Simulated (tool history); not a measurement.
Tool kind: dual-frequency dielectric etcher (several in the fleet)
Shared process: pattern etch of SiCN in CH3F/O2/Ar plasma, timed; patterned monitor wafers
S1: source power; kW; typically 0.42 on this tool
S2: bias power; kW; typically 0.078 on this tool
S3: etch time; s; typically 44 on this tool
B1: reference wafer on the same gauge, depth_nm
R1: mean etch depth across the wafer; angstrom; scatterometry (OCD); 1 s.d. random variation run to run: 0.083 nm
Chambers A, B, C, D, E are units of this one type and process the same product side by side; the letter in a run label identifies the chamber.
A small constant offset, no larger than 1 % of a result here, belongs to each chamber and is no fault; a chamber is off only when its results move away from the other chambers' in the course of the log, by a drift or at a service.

{"run": "1B", "hour": 6.7, "S1": 0.42, "S2": 0.078, "S3": 44, "B1": 20.203, "R1": 171.69}
{"run": "2D", "hour": 13.1, "S1": 0.42, "S2": 0.078, "S3": 44, "B1": 20.188, "R1": 173.06}
{"run": "3E", "hour": 16.1, "S1": 0.42, "S2": 0.078, "S3": 44, "B1": 20.214, "R1": 171.98}
{"hour": 16.9, "done": "chamber E: wet clean of the chamber"}
{"run": "4C", "hour": 20.0, "S1": 0.42, "S2": 0.078, "S3": 44, "B1": 20.225, "R1": 175.39}
{"run": "5A", "hour": 25.5, "S1": 0.42, "S2": 0.078, "S3": 44, "B1": 20.238, "R1": 172.7}
{"run": "6A", "hour": 30.3, "S1": 0.42, "S2": 0.078, "S3": 44, "B1": 20.171, "R1": 173.76}
{"run": "7D", "hour": 36.2, "S1": 0.42, "S2": 0.078, "S3": 44, "B1": 20.183, "R1": 172.89}
{"run": "8B", "hour": 39.2, "S1": 0.42, "S2": 0.078, "S3": 44, "B1": 20.218, "R1": 171.47}
{"run": "9E", "hour": 43.7, "S1": 0.42, "S2": 0.078, "S3": 44, "B1": 20.188, "R1": 172.55}
{"run": "10C", "hour": 46.7, "S1": 0.42, "S2": 0.078, "S3": 44, "B1": 20.217, "R1": 174.47}
{"run": "11D", "hour": 50.9, "S1": 0.42, "S2": 0.078, "S3": 44, "B1": 20.171, "R1": 171.39}
{"run": "12C", "hour": 54.2, "S1": 0.36, "S2": 0.078, "S3": 44, "B1": 20.204, "R1": 164.04}
{"run": "13B", "hour": 58.9, "S1": 0.36, "S2": 0.078, "S3": 44, "B1": 20.17, "R1": 162.7}
{"run": "14A", "hour": 62.9, "S1": 0.36, "S2": 0.078, "S3": 44, "B1": 20.191, "R1": 163.68}
{"run": "15E", "hour": 67.1, "S1": 0.36, "S2": 0.078, "S3": 44, "B1": 20.191, "R1": 162.11}
{"hour": 71.0, "done": "chamber C: wet clean of the chamber"}
{"run": "16D", "hour": 71.5, "S1": 0.36, "S2": 0.078, "S3": 44, "B1": 20.175, "R1": 163.89}
{"run": "17C", "hour": 77.6, "S1": 0.42, "S2": 0.078, "S3": 44, "B1": 20.207, "R1": 174.58}
{"run": "18B", "hour": 81.0, "S1": 0.42, "S2": 0.078, "S3": 44, "B1": 20.194, "R1": 173.64}
{"run": "19E", "hour": 85.2, "S1": 0.42, "S2": 0.078, "S3": 44, "B1": 20.211, "R1": 171.57}
{"run": "20A", "hour": 90.5, "S1": 0.42, "S2": 0.078, "S3": 44, "B1": 20.175, "R1": 173.28}
{"run": "21A", "hour": 95.2, "S1": 0.42, "S2": 0.078, "S3": 44, "B1": 20.177, "R1": 172.78}
{"run": "22D", "hour": 98.3, "S1": 0.42, "S2": 0.078, "S3": 44, "B1": 20.189, "R1": 172.29}
{"run": "23C", "hour": 102.0, "S1": 0.42, "S2": 0.078, "S3": 44, "B1": 20.216, "R1": 173.36}
{"run": "24E", "hour": 108.0, "S1": 0.42, "S2": 0.078, "S3": 44, "B1": 20.198, "R1": 171.61}
{"run": "25B", "hour": 111.6, "S1": 0.42, "S2": 0.078, "S3": 44, "B1": 20.199, "R1": 173.02}
{"hour": 113.2, "done": "chamber B: wet clean of the chamber"}
{"run": "26E", "hour": 117.7, "S1": 0.42, "S2": 0.078, "S3": 44, "B1": 20.197, "R1": 172.82}
{"run": "27B", "hour": 121.0, "S1": 0.42, "S2": 0.078, "S3": 44, "B1": 20.22, "R1": 166.96}
{"run": "28D", "hour": 127.1, "S1": 0.42, "S2": 0.078, "S3": 44, "B1": 20.209, "R1": 171.64}
{"run": "29C", "hour": 131.4, "S1": 0.42, "S2": 0.078, "S3": 44, "B1": 20.207, "R1": 173.64}
{"run": "30A", "hour": 137.9, "S1": 0.42, "S2": 0.078, "S3": 44, "B1": 20.227, "R1": 174.77}
{"run": "31B", "hour": 142.5, "S1": 0.42, "S2": 0.078, "S3": 44, "B1": 20.192, "R1": 167.82}
{"run": "32C", "hour": 148.9, "S1": 0.42, "S2": 0.078, "S3": 44, "B1": 20.217, "R1": 173.71}
{"run": "33A", "hour": 153.1, "S1": 0.42, "S2": 0.078, "S3": 44, "B1": 20.197, "R1": 174.01}
{"run": "34E", "hour": 156.1, "S1": 0.42, "S2": 0.062, "S3": 37.5, "B1": 20.235, "R1": 136.5}
{"run": "35D", "hour": 160.7, "S1": 0.42, "S2": 0.062, "S3": 37.5, "B1": 20.187, "R1": 135.89}
{"run": "36C", "hour": 166.8, "S1": 0.42, "S2": 0.062, "S3": 37.5, "B1": 20.167, "R1": 136.88}
{"run": "37E", "hour": 171.5, "S1": 0.42, "S2": 0.062, "S3": 37.5, "B1": 20.183, "R1": 135.41}
{"run": "38A", "hour": 175.8, "S1": 0.42, "S2": 0.062, "S3": 37.5, "B1": 20.197, "R1": 135.94}
{"run": "39B", "hour": 179.8, "S1": 0.42, "S2": 0.078, "S3": 44, "B1": 20.231, "R1": 167.62}
{"run": "40D", "hour": 183.7, "S1": 0.42, "S2": 0.078, "S3": 44, "B1": 20.204, "R1": 171.96}
{"run": "41B", "hour": 187.0, "S1": 0.42, "S2": 0.078, "S3": 44, "B1": 20.18, "R1": 167.96}

Each of the 5 chambers runs these same settings next. Fill in every chamber's results:
{"run": "42A", "hour": 191.8, "S1": 0.42, "S2": 0.078, "S3": 39.5, "R1": "?"}
{"run": "42B", "hour": 191.8, "S1": 0.42, "S2": 0.078, "S3": 39.5, "R1": "?"}
{"run": "42C", "hour": 191.8, "S1": 0.42, "S2": 0.078, "S3": 39.5, "R1": "?"}
{"run": "42D", "hour": 191.8, "S1": 0.42, "S2": 0.078, "S3": 39.5, "R1": "?"}
{"run": "42E", "hour": 191.8, "S1": 0.42, "S2": 0.078, "S3": 39.5, "R1": "?"}

run=42A R1=156.69
run=42B R1=148.87
run=42C R1=156.64
run=42D R1=155.26
run=42E R1=154.62
